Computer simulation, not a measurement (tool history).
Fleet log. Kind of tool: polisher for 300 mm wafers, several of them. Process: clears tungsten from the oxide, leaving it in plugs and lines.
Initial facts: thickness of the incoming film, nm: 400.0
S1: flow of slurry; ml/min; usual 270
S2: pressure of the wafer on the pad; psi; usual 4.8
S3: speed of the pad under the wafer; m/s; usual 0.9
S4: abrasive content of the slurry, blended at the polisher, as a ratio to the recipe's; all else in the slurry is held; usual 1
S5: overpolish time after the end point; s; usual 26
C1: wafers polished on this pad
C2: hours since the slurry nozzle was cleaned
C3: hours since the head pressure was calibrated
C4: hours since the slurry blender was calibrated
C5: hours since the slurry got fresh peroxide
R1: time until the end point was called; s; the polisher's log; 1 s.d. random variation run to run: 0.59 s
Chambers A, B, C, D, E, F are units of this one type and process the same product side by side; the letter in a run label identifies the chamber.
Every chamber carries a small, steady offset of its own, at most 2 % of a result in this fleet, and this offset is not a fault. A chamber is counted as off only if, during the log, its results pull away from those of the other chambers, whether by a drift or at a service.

{"run": "1B", "hour": 7.0, "S1": 270, "S2": 4.8, "S3": 0.9, "S4": 1, "S5": 26, "C1": 1178, "C2": 477.1, "C3": 426.9, "C4": 79.8, "C5": 34.2, "R1": 66.225}
{"hour": 8.1, "done": "chamber A: slurry nozzle cleaned"}
{"run": "2A", "hour": 13.5, "S1": 270, "S2": 4.8, "S3": 0.9, "S4": 1, "S5": 26, "C1": 287, "C2": 5.4, "C3": 267.9, "C4": 47.9, "C5": 34.2, "R1": 65.727}
{"hour": 16.8, "done": "chamber E: slurry tank refilled with fresh slurry and peroxide"}
{"hour": 17.8, "done": "chamber E: worn pad replaced by a new one"}
{"run": "3E", "hour": 21.0, "S1": 270, "S2": 4.8, "S3": 0.9, "S4": 1, "S5": 26, "C1": 28, "C2": 544.5, "C3": 740.6, "C4": 34.9, "C5": 4.3, "R1": 66.562}
{"run": "4F", "hour": 30.4, "S1": 270, "S2": 4.8, "S3": 0.9, "S4": 1, "S5": 26, "C1": 305, "C2": 361.6, "C3": 237.5, "C4": 128.9, "C5": 78.9, "R1": 65.964}
{"hour": 31.3, "done": "chamber B: worn pad replaced by a new one"}
{"hour": 33.1, "done": "chamber F: slurry blender recalibrated"}
{"hour": 38.2, "done": "chamber F: slurry tank refilled with fresh slurry and peroxide"}
{"run": "5D", "hour": 41.0, "S1": 270, "S2": 4.8, "S3": 0.9, "S4": 1, "S5": 26, "C1": 677, "C2": 630, "C3": 157.2, "C4": 279.4, "C5": 149.5, "R1": 66.776}
{"run": "6C", "hour": 51.1, "S1": 270, "S2": 4.8, "S3": 0.9, "S4": 1, "S5": 26, "C1": 1301, "C2": 133.5, "C3": 521, "C4": 75.7, "C5": 83.6, "R1": 66.337}
{"hour": 52.2, "done": "chamber B: slurry tank refilled with fresh slurry and peroxide"}
{"hour": 54.3, "done": "chamber D: slurry nozzle cleaned"}
{"hour": 56.0, "done": "chamber C: worn pad replaced by a new one"}
{"hour": 58.2, "done": "chamber D: slurry tank refilled with fresh slurry and peroxide"}
{"run": "7D", "hour": 62.6, "S1": 270, "S2": 4.8, "S3": 0.9, "S4": 1, "S5": 26, "C1": 869, "C2": 8.4, "C3": 178.8, "C4": 301, "C5": 4.4, "R1": 67.347}
{"run": "8C", "hour": 75.2, "S1": 270, "S2": 4.8, "S3": 0.9, "S4": 1, "S5": 26, "C1": 170, "C2": 157.6, "C3": 545.1, "C4": 99.8, "C5": 107.7, "R1": 67.221}
{"hour": 81.7, "done": "chamber A: slurry tank refilled with fresh slurry and peroxide"}
{"run": "9E", "hour": 83.6, "S1": 270, "S2": 4.8, "S3": 0.9, "S4": 1, "S5": 26, "C1": 584, "C2": 607.1, "C3": 803.2, "C4": 97.5, "C5": 66.9, "R1": 67.318}
{"run": "10B", "hour": 96.5, "S1": 270, "S2": 4.8, "S3": 0.9, "S4": 1, "S5": 26, "C1": 580, "C2": 566.6, "C3": 516.4, "C4": 169.3, "C5": 44.4, "R1": 67.998}
{"hour": 105.1, "done": "chamber E: slurry tank refilled with fresh slurry and peroxide"}
{"run": "11F", "hour": 108.6, "S1": 270, "S2": 5.4, "S3": 0.9, "S4": 1, "S5": 26, "C1": 1000, "C2": 439.8, "C3": 315.7, "C4": 75.6, "C5": 70.5, "R1": 59.834}
{"run": "12A", "hour": 119.7, "S1": 270, "S2": 5.4, "S3": 0.9, "S4": 1, "S5": 26, "C1": 1231, "C2": 111.6, "C3": 374.1, "C4": 154.1, "C5": 38, "R1": 60.052}
{"hour": 120.3, "done": "chamber F: slurry tank refilled with fresh slurry and peroxide"}
{"hour": 127.0, "done": "chamber C: slurry tank refilled with fresh slurry and peroxide"}
{"run": "13B", "hour": 128.6, "S1": 270, "S2": 5.4, "S3": 0.9, "S4": 1, "S5": 26, "C1": 865, "C2": 598.7, "C3": 548.5, "C4": 201.4, "C5": 76.5, "R1": 60.222}
{"hour": 132.1, "done": "chamber B: slurry tank refilled with fresh slurry and peroxide"}
{"hour": 133.9, "done": "chamber E: worn pad replaced by a new one"}
{"run": "14D", "hour": 134.3, "S1": 270, "S2": 5.4, "S3": 0.9, "S4": 1, "S5": 26, "C1": 1507, "C2": 80.1, "C3": 250.5, "C4": 372.7, "C5": 76.1, "R1": 59.352}
{"hour": 135.7, "done": "chamber A: worn pad replaced by a new one"}
{"hour": 142.8, "done": "chamber D: worn pad replaced by a new one"}
{"hour": 145.9, "done": "chamber F: worn pad replaced by a new one"}
{"run": "15C", "hour": 146.9, "S1": 270, "S2": 5.4, "S3": 0.9, "S4": 1, "S5": 26, "C1": 808, "C2": 229.3, "C3": 616.8, "C4": 171.5, "C5": 20, "R1": 59.677}
{"run": "16E", "hour": 154.1, "S1": 270, "S2": 5.4, "S3": 0.9, "S4": 1, "S5": 26, "C1": 180, "C2": 677.6, "C3": 873.7, "C4": 168, "C5": 49.1, "R1": 58.537}
{"run": "17F", "hour": 164.4, "S1": 270, "S2": 4.8, "S3": 0.9, "S4": 1, "S5": 26, "C1": 164, "C2": 495.6, "C3": 371.5, "C4": 131.4, "C5": 44.2, "R1": 66.602}
{"hour": 164.6, "done": "chamber B: slurry blender recalibrated"}
{"hour": 167.2, "done": "chamber D: slurry blender recalibrated"}
{"run": "18A", "hour": 172.9, "S1": 270, "S2": 4.8, "S3": 0.9, "S4": 1, "S5": 26, "C1": 330, "C2": 164.8, "C3": 427.3, "C4": 207.3, "C5": 91.2, "R1": 64.924}
{"run": "19B", "hour": 179.8, "S1": 270, "S2": 4.8, "S3": 0.9, "S4": 1, "S5": 26, "C1": 1320, "C2": 649.9, "C3": 599.7, "C4": 15.3, "C5": 47.7, "R1": 66.692}
{"hour": 183.2, "done": "chamber E: slurry tank refilled with fresh slurry and peroxide"}
{"run": "20E", "hour": 188.6, "S1": 270, "S2": 4.8, "S3": 0.9, "S4": 1, "S5": 26, "C1": 486, "C2": 712.1, "C3": 908.2, "C4": 202.5, "C5": 5.4, "R1": 67.237}
{"hour": 195.6, "done": "chamber F: slurry tank refilled with fresh slurry and peroxide"}
{"hour": 196.4, "done": "chamber B: slurry nozzle cleaned"}
{"run": "21C", "hour": 199.1, "S1": 270, "S2": 4.8, "S3": 0.9, "S4": 1, "S5": 26, "C1": 1272, "C2": 281.5, "C3": 669, "C4": 223.7, "C5": 72.2, "R1": 66.739}
{"hour": 200.2, "done": "chamber D: slurry tank refilled with fresh slurry and peroxide"}
{"hour": 204.3, "done": "chamber F: slurry blender recalibrated"}
{"run": "22F", "hour": 205.6, "S1": 270, "S2": 4.8, "S3": 0.9, "S4": 1, "S5": 26, "C1": 530, "C2": 536.8, "C3": 412.7, "C4": 1.3, "C5": 10, "R1": 67.226}
{"hour": 206.7, "done": "chamber B: slurry tank refilled with fresh slurry and peroxide"}
{"hour": 208.5, "done": "chamber B: worn pad replaced by a new one"}
{"run": "23D", "hour": 216.6, "S1": 270, "S2": 4.8, "S3": 0.9, "S4": 1, "S5": 26, "C1": 656, "C2": 162.4, "C3": 332.8, "C4": 49.5, "C5": 16.4, "R1": 66.259}
{"hour": 216.7, "done": "chamber A: slurry tank refilled with fresh slurry and peroxide"}
{"hour": 217.3, "done": "chamber C: worn pad replaced by a new one"}
{"hour": 217.6, "done": "chamber A: slurry blender recalibrated"}
{"hour": 218.2, "done": "chamber E: head pressure recalibrated"}
{"hour": 223.5, "done": "chamber E: slurry nozzle cleaned"}
{"run": "24A", "hour": 226.1, "S1": 270, "S2": 4.8, "S3": 0.9, "S4": 1, "S5": 26, "C1": 803, "C2": 218, "C3": 480.5, "C4": 8.6, "C5": 9.4, "R1": 66.355}
{"hour": 226.4, "done": "chamber E: worn pad replaced by a new one"}
{"hour": 233.4, "done": "chamber C: slurry nozzle cleaned"}
{"run": "25D", "hour": 235.2, "S1": 270, "S2": 4.8, "S3": 0.9, "S4": 1, "S5": 26, "C1": 821, "C2": 181, "C3": 351.4, "C4": 68.1, "C5": 35, "R1": 66.567}
{"hour": 239.3, "done": "chamber C: slurry blender recalibrated"}
{"run": "26F", "hour": 247.5, "S1": 270, "S2": 4.8, "S3": 0.9, "S4": 1, "S5": 26, "C1": 903, "C2": 578.7, "C3": 454.6, "C4": 43.2, "C5": 51.9, "R1": 66.733}
{"hour": 255.3, "done": "chamber C: slurry tank refilled with fresh slurry and peroxide"}
{"hour": 257.0, "done": "chamber E: slurry tank refilled with fresh slurry and peroxide"}
{"run": "27C", "hour": 257.9, "S1": 270, "S2": 4.8, "S3": 0.9, "S4": 1, "S5": 26, "C1": 361, "C2": 24.5, "C3": 727.8, "C4": 18.6, "C5": 2.6, "R1": 67.171}
{"run": "28B", "hour": 263.8, "S1": 270, "S2": 4.8, "S3": 0.9, "S4": 1, "S5": 26, "C1": 491, "C2": 67.4, "C3": 683.7, "C4": 99.3, "C5": 57.1, "R1": 66.925}
{"run": "29A", "hour": 269.8, "S1": 270, "S2": 4.8, "S3": 0.9, "S4": 1, "S5": 26, "C1": 1191, "C2": 261.7, "C3": 524.2, "C4": 52.3, "C5": 53.1, "R1": 65.878}
{"hour": 275.4, "done": "chamber F: slurry tank refilled with fresh slurry and peroxide"}
{"run": "30E", "hour": 275.8, "S1": 270, "S2": 4.8, "S3": 0.9, "S4": 1, "S5": 26, "C1": 439, "C2": 52.4, "C3": 57.7, "C4": 289.7, "C5": 18.8, "R1": 67.386}
{"hour": 281.3, "done": "chamber B: slurry tank refilled with fresh slurry and peroxide"}
{"run": "31B", "hour": 285.2, "S1": 270, "S2": 4.8, "S3": 0.9, "S4": 1, "S5": 26, "C1": 682, "C2": 88.8, "C3": 705.1, "C4": 120.7, "C5": 3.9, "R1": 65.688}
{"run": "32D", "hour": 297.2, "S1": 270, "S2": 4.8, "S3": 0.9, "S4": 1, "S5": 26, "C1": 1372, "C2": 243, "C3": 413.4, "C4": 130.1, "C5": 97, "R1": 66.126}
{"hour": 301.1, "done": "chamber F: worn pad replaced by a new one"}
{"run": "33F", "hour": 308.6, "S1": 270, "S2": 4.8, "S3": 0.9, "S4": 1, "S5": 26, "C1": 67, "C2": 639.8, "C3": 515.7, "C4": 104.3, "C5": 33.3, "R1": 66.691}
{"hour": 315.1, "done": "chamber A: worn pad replaced by a new one"}
{"hour": 315.9, "done": "chamber E: worn pad replaced by a new one"}
{"run": "34A", "hour": 317.6, "S1": 270, "S2": 4.8, "S3": 0.9, "S4": 1, "S5": 26, "C1": 23, "C2": 309.5, "C3": 572, "C4": 100.1, "C5": 100.9, "R1": 66.574}
{"hour": 318.5, "done": "chamber D: worn pad replaced by a new one"}
{"hour": 324.7, "done": "chamber E: slurry blender recalibrated"}
{"run": "35C", "hour": 327.8, "S1": 270, "S2": 4.8, "S3": 0.9, "S4": 1, "S5": 26, "C1": 982, "C2": 94.4, "C3": 797.7, "C4": 88.5, "C5": 72.5, "R1": 65.91}
{"hour": 332.5, "done": "chamber E: slurry tank refilled with fresh slurry and peroxide"}
{"run": "36E", "hour": 333.8, "S1": 270, "S2": 4.8, "S3": 0.9, "S4": 1, "S5": 26, "C1": 159, "C2": 110.4, "C3": 115.7, "C4": 9.1, "C5": 1.3, "R1": 66.595}
{"hour": 334.9, "done": "chamber F: slurry blender recalibrated"}
{"hour": 339.8, "done": "chamber A: slurry tank refilled with fresh slurry and peroxide"}
{"run": "37E", "hour": 340.0, "S1": 270, "S2": 4.8, "S3": 0.9, "S4": 1, "S5": 26, "C1": 214, "C2": 116.6, "C3": 121.9, "C4": 15.3, "C5": 7.5, "R1": 67.137}
{"hour": 348.6, "done": "chamber D: slurry tank refilled with fresh slurry and peroxide"}
{"hour": 351.2, "done": "chamber F: slurry tank refilled with fresh slurry and peroxide"}
{"run": "38C", "hour": 351.9, "S1": 270, "S2": 4.8, "S3": 0.9, "S4": 1, "S5": 26, "C1": 1196, "C2": 118.5, "C3": 821.8, "C4": 112.6, "C5": 96.6, "R1": 66.425}
{"run": "39B", "hour": 357.7, "S1": 270, "S2": 3.3, "S3": 0.9, "S4": 1, "S5": 26, "C1": 1326, "C2": 161.3, "C3": 777.6, "C4": 193.2, "C5": 76.4, "R1": 97.511}
{"hour": 361.6, "done": "chamber B: slurry tank refilled with fresh slurry and peroxide"}
{"run": "40D", "hour": 365.7, "S1": 270, "S2": 3.3, "S3": 0.9, "S4": 1, "S5": 26, "C1": 419, "C2": 311.5, "C3": 481.9, "C4": 198.6, "C5": 17.2, "R1": 93.101}
{"hour": 371.3, "done": "chamber B: worn pad replaced by a new one"}
{"run": "41F", "hour": 373.2, "S1": 270, "S2": 3.3, "S3": 0.9, "S4": 1, "S5": 26, "C1": 641, "C2": 704.4, "C3": 580.3, "C4": 38.3, "C5": 22.1, "R1": 98.123}
{"hour": 374.9, "done": "chamber C: worn pad replaced by a new one"}
{"run": "42A", "hour": 380.3, "S1": 270, "S2": 3.3, "S3": 0.9, "S4": 1, "S5": 26, "C1": 580, "C2": 372.2, "C3": 634.7, "C4": 162.8, "C5": 40.5, "R1": 95.896}
{"run": "43C", "hour": 387.4, "S1": 270, "S2": 3.3, "S3": 0.9, "S4": 1, "S5": 26, "C1": 111, "C2": 154, "C3": 857.3, "C4": 148.1, "C5": 132.1, "R1": 96.031}
{"run": "44B", "hour": 400.0, "S1": 270, "S2": 3.3, "S3": 0.9, "S4": 1, "S5": 26, "C1": 255, "C2": 203.6, "C3": 819.9, "C4": 235.5, "C5": 38.4, "R1": 97.354}

One chamber off, gauge drift, or nothing amiss beyond the chambers' own small offsets? If it is a chamber, which one, and what is the likeliest cause?

Little by little, chamber D moves away from the other chambers.
Most likely cause: head's pressure above its setpoint, % = 6.04.

Below are 4 candidate recipes for chamber D's next run, each the usual settings with a change, their results shown as question marks. Which of them brings D's results back in line with what the other chambers give on the usual settings?
A result is in line if it is within this distance of the other chambers' mean on the usual settings: R1 2.1 s
{"run": "45D-1", "hour": 409.3, "S1": 270, "S2": 4.8, "S3": 0.86, "S4": 1, "S5": 26, "R1": "?"}
{"run": "45D-2", "hour": 409.3, "S1": 270, "S2": 4.9, "S3": 0.92, "S4": 1, "S5": 26, "R1": "?"}
{"run": "45D-3", "hour": 409.3, "S1": 270, "S2": 4.8, "S3": 1, "S4": 1, "S5": 26, "R1": "?"}
{"run": "45D-4", "hour": 409.3, "S1": 270, "S2": 4.8, "S3": 0.9, "S4": 0.65, "S5": 26, "R1": "?"}

Usual-settings mean across the other chambers: R1 66.459 s
run=45D-1 R1=66.707
run=45D-2 R1=61.031
run=45D-3 R1=57.242
run=45D-4 R1=70.477
The answer is 45D-1, which returns the chamber to within the allowed miss of the others.
